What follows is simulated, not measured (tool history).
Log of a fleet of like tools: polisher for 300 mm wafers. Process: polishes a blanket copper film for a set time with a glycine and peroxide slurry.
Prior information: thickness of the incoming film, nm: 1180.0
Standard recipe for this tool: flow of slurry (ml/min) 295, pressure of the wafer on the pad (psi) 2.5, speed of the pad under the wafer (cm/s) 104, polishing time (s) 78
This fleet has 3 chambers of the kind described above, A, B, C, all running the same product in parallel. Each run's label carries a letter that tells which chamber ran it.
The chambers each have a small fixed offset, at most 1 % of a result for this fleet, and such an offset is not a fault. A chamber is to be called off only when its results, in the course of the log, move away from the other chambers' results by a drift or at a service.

run,day,flow of slurry (ml/min),pressure of the wafer on the pad (psi),speed of the pad under the wafer (cm/s),polishing time (s),wafers polished on this pad,hours since the slurry nozzle was cleaned,hours since the head pressure was calibrated,film removed (Å)
1C,0.129,295,2.5,104,78,1093,12.3,290,4570
2A,0.288,295,2.5,104,78,703,135,702.7,4579.6
3B,0.425,295,2.5,104,78,689,45.8,455.4,4576.2
4B,0.579,295,2.5,104,78,734,49.5,459.1,4578.2
# day 0.596: chamber A: worn pad replaced by a new one
5C,0.704,295,2.5,104,78,1261,26.1,303.8,4568.1
6A,0.804,295,2.5,104,78,61,147.4,715.1,4603.1
7A,0.975,295,2.5,104,78,111,151.5,719.2,4552
# day 1.117: chamber C: worn pad replaced by a new one
8C,1.196,295,2.5,104,78,24,37.9,315.6,4579.3
9B,1.338,295,2.5,104,78,955,67.7,477.3,4592.9
10B,1.492,230,2.5,80,78,1000,71.4,481,3646.2
# day 1.688: chamber A: head pressure recalibrated
11A,1.7,230,2.5,80,78,322,168.9,0.4,3351.3
12C,1.829,230,2.5,80,78,208,53.1,330.8,3630.2
13A,1.975,295,2.5,104,78,402,175.5,7,4201.4
# day 2.108: chamber B: worn pad replaced by a new one
14B,2.129,295,2.5,104,78,6,86.7,496.3,4607.3
15C,2.321,295,2.5,104,78,352,64.9,342.6,4576.3
16B,2.546,295,2.5,104,78,127,96.7,506.3,4557
17C,2.671,295,2.5,104,78,454,73.3,351,4630.3
18A,2.867,295,2.5,104,78,662,196.9,28.4,4218.4
19B,3.088,295,2.5,104,78,285,109.7,519.3,4615.4
20A,3.246,295,2.5,104,78,773,206,37.5,4224.9
21C,3.396,345,2.8,104,78,665,90.7,368.4,5163.7
# day 3.4: chamber A: worn pad replaced by a new one
22B,3.538,345,2.8,104,78,416,120.5,530.1,5103.7
23A,3.738,345,2.8,104,78,98,217.8,49.3,4693.6
24C,3.879,295,2.9,104,78,806,102.3,380,5227.6
25B,3.996,295,2.9,104,78,550,131.5,541.1,5240.6
26C,4.162,295,2.9,104,78,889,109.1,386.8,5176.5
# day 4.242: chamber C: head pressure recalibrated
27A,4.288,295,2.5,104,78,259,231,62.5,4166.6
28C,4.4,295,2.5,104,78,958,114.8,3.8,4682.6
29B,4.521,295,2.5,104,78,703,144.1,553.7,4562.9
30A,4.738,230,2.5,76,78,390,241.8,73.3,3229.8
31A,4.942,230,2.5,76,78,449,246.7,78.2,3222.8
32C,5.054,230,2.5,76,78,1149,130.5,19.5,3543.6
33B,5.262,295,2.5,104,78,919,161.9,571.5,4572.6
34B,5.479,295,2.5,104,78,983,167.1,576.7,4609.3
# day 5.571: chamber C: worn pad replaced by a new one
35C,5.588,295,2.5,104,78,5,143.3,32.3,4576.8

Is one chamber off against the others, does the gauge drift, or is nothing wrong? If a chamber is off, say which, and what the likeliest cause is.

After it was serviced, chamber A no longer matches the other chambers.
Likeliest cause: head's pressure below its setpoint, % = 9.66.

Below are 4 candidate recipes for chamber A's next run, each the usual settings with a change, their results shown as question marks. Which of them brings A's results back in line with what the other chambers give on the usual settings?
In line here means within this much of the mean the other chambers give on the usual settings: film removed (Å) 120
36A-1,5.75,295,2.6,110,78,,,,?
36A-2,5.75,295,2.4,98,78,,,,?
36A-3,5.75,305,2.5,128,78,,,,?
36A-4,5.75,290,2.5,104,66,,,,?

Mean of the other chambers on the usual settings: film removed (Å) 4601.3
run,film removed (Å)
36A-1,4573.7
36A-2,3913.3
36A-3,5033.9
36A-4,3578.4
36A-1 brings the chamber back in line.
